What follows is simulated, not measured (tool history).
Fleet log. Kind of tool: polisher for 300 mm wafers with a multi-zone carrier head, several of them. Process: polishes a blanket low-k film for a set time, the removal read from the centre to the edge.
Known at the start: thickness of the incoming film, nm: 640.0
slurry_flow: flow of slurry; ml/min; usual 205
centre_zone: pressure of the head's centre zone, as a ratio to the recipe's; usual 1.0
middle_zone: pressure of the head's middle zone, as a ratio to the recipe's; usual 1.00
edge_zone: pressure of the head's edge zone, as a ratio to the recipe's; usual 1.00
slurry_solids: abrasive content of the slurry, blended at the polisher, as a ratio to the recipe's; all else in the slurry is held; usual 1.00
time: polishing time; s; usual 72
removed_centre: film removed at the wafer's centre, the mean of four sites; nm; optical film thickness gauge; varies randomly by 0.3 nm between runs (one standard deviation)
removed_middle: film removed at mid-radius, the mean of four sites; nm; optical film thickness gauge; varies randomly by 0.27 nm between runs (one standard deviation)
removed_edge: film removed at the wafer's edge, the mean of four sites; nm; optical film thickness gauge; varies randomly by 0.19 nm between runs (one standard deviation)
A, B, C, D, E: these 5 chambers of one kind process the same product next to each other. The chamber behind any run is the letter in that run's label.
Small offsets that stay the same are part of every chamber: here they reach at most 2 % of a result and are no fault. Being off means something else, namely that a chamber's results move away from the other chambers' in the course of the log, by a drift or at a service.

run	day	slurry_flow	centre_zone	middle_zone	edge_zone	slurry_solids	time	wafers polished on this pad	hours since the slurry nozzle was cleaned	hours since the centre zone pressure was calibrated	hours since the edge zone pressure was calibrated	removed_centre	removed_middle	removed_edge
# day 0.221: chamber C: worn pad replaced by a new one
1D	0.446	205	1.0	1.00	1.00	1.00	72	310	330.2	372.3	311.2	28.002	27.979	28.054
# day 0.467: chamber E: worn pad replaced by a new one
2E	0.746	205	1.0	1.00	1.00	1.00	72	80	48.2	1283.7	247.8	27.998	28.317	27.788
3B	1.129	205	1.0	1.00	1.00	1.00	72	359	428.3	806.7	602.3	27.587	27.658	27.687
4A	1.458	205	1.0	1.00	1.00	1.00	72	626	144.7	281.6	1100.3	28.872	28.337	27.733
5C	1.683	205	1.0	1.00	1.00	1.00	72	418	298.9	140.5	785.8	27.791	28.154	27.809
# day 1.871: chamber A: worn pad replaced by a new one
6C	2.150	205	1.0	1.00	1.00	1.00	72	552	310.1	151.7	797.0	27.811	27.868	27.878
# day 2.346: chamber E: centre zone pressure recalibrated
7E	2.554	205	1.0	1.00	1.00	1.00	72	596	91.6	5.1	291.2	27.767	27.738	27.476
# day 2.983: chamber B: worn pad replaced by a new one
8D	3.000	205	1.0	0.89	1.00	1.25	72	1040	391.5	433.6	372.5	30.722	27.801	30.899
9B	3.304	205	1.0	0.89	1.00	1.25	72	92	480.5	858.9	654.5	29.481	27.565	30.336
# day 3.483: chamber B: edge zone pressure recalibrated
10A	3.708	205	1.0	0.89	1.00	1.25	72	525	198.7	335.6	1154.3	30.873	27.553	31.150
# day 3.996: chamber B: centre zone pressure recalibrated
11B	4.171	205	1.0	0.89	1.00	1.25	72	339	501.3	4.2	16.5	29.972	27.303	30.677
12A	4.496	205	1.0	0.89	1.00	1.25	72	750	217.6	354.5	1173.2	31.600	27.885	30.820
# day 4.675: chamber A: worn pad replaced by a new one
# day 4.717: chamber D: worn pad replaced by a new one
# day 4.817: chamber E: edge zone pressure recalibrated
13C	4.896	205	1.0	1.00	1.00	1.00	72	1336	376.0	217.6	862.9	27.722	28.389	27.988
# day 5.092: chamber C: worn pad replaced by a new one
# day 5.229: chamber E: worn pad replaced by a new one
14D	5.371	205	1.0	1.00	1.00	1.00	72	187	448.4	490.5	429.4	27.992	27.625	27.985
15E	5.596	205	1.0	1.00	1.00	1.00	72	105	164.6	78.1	18.8	27.748	28.659	27.481
# day 5.696: chamber B: worn pad replaced by a new one
# day 5.758: chamber C: slurry nozzle cleaned
16E	6.062	205	1.0	1.00	1.00	1.00	72	238	175.8	89.3	30.0	28.198	28.721	27.627
17C	6.342	205	1.0	1.00	1.00	1.00	72	357	14.0	252.3	897.6	27.713	28.322	27.841
18B	6.804	205	1.0	1.00	1.00	1.00	72	317	564.5	67.4	79.7	26.481	27.435	27.002
19D	7.079	205	1.0	1.00	1.00	1.00	72	675	489.4	531.5	470.4	28.133	27.806	28.063
20A	7.404	205	1.0	1.00	1.00	1.00	72	780	287.4	424.3	1243.0	28.398	27.511	27.667
# day 7.421: chamber A: worn pad replaced by a new one
21B	7.804	205	0.9	1.00	1.00	1.00	72	603	588.5	91.4	103.7	23.834	27.430	27.170
# day 7.892: chamber A: slurry nozzle cleaned
22A	8.208	205	0.9	1.00	1.00	1.00	72	225	7.7	443.6	1262.3	25.091	27.563	28.133
# day 8.371: chamber B: worn pad replaced by a new one
23D	8.654	205	0.9	1.00	1.00	1.00	72	1125	527.2	569.3	508.2	25.208	28.138	28.108
24E	8.900	205	0.9	1.00	1.00	1.00	72	1049	243.9	157.4	98.1	25.199	28.070	27.840
# day 9.217: chamber D: slurry nozzle cleaned
25C	9.250	205	0.9	1.00	1.00	1.00	72	1188	83.8	322.1	967.4	24.776	28.332	27.935
# day 9.262: chamber E: worn pad replaced by a new one
26E	9.575	205	1.0	1.00	0.92	1.00	88	89	260.1	173.6	114.3	34.710	34.816	31.941
# day 9.771: chamber C: worn pad replaced by a new one
27A	9.971	205	1.0	1.00	0.92	1.00	88	728	50.0	485.9	1304.6	35.503	33.895	32.629
# day 10.042: chamber A: worn pad replaced by a new one
28B	10.196	205	1.0	1.00	0.92	1.00	88	521	645.9	148.8	161.1	32.516	32.325	31.648
# day 10.242: chamber D: worn pad replaced by a new one
29D	10.600	205	1.0	1.00	0.92	1.00	88	102	33.3	616.0	554.9	34.241	34.118	32.710
30C	10.854	205	1.0	1.00	0.92	1.00	88	310	122.3	360.6	1005.9	33.658	34.330	32.431
31A	11.288	205	1.0	1.00	1.00	1.00	72	356	81.6	517.5	1336.2	28.444	28.074	28.081
# day 11.496: chamber B: worn pad replaced by a new one
32B	11.633	205	1.0	1.00	1.00	1.00	72	39	680.4	183.3	195.6	25.626	26.413	26.319
33D	11.904	205	1.0	1.00	1.00	1.00	72	475	64.6	647.3	586.2	28.147	27.873	28.289
34E	12.146	150	1.0	1.00	1.04	1.00	72	823	321.8	235.3	176.0	26.995	26.891	26.898
35C	12.358	150	1.0	1.00	1.04	1.00	72	739	158.4	396.7	1042.0	26.302	26.896	27.214
# day 12.654: chamber A: worn pad replaced by a new one
36D	12.742	150	1.0	1.00	1.04	1.00	72	714	84.7	667.4	606.3	26.463	26.245	27.585
37C	13.075	150	1.0	1.00	1.04	1.00	72	944	175.6	413.9	1059.2	25.878	26.409	27.322
# day 13.167: chamber A: centre zone pressure recalibrated
# day 13.242: chamber E: worn pad replaced by a new one
38E	13.504	150	1.0	1.00	1.04	1.00	72	75	354.4	267.9	208.6	26.260	26.872	27.168
39A	13.721	205	1.0	1.00	1.00	1.00	72	305	140.0	13.3	1394.6	28.259	27.716	27.918

Which is it: a chamber that has drifted or been left off by a service, a gauge drift common to all chambers, or only each chamber's usual small offset? If a chamber is off, name it and its likeliest cause.

One chamber, B, drifts off from the rest bit by bit.
What lies behind it: slurry flow missing at the pad, % = 40.8.

Here are 4 candidates for chamber B's next run, each the usual settings with a change, their results left as question marks. Which one brings its results back in line with what the others give on the usual settings?
In line here means within this much of the mean the other chambers give on the usual settings: removed_centre 1.100 nm; removed_middle 0.960 nm; removed_edge 0.670 nm
40B-1	14.067	200	0.99	0.99	1.01	1.00	70					?	?	?
40B-2	14.067	195	0.97	0.98	1.02	1.00	67					?	?	?
40B-3	14.067	215	1.03	1.02	0.98	1.00	77					?	?	?
40B-4	14.067	210	1.01	1.01	0.99	1.00	74					?	?	?

Mean of the other chambers on the usual settings: removed_centre 28.001 nm; removed_middle 28.073 nm; removed_edge 27.855 nm
run	removed_centre	removed_middle	removed_edge
40B-1	23.754	24.289	25.452
40B-2	22.075	22.895	24.385
40B-3	27.821	27.918	27.879
40B-4	26.010	26.450	26.836
40B-3 is the one that brings the chamber's results back in line with the other chambers.
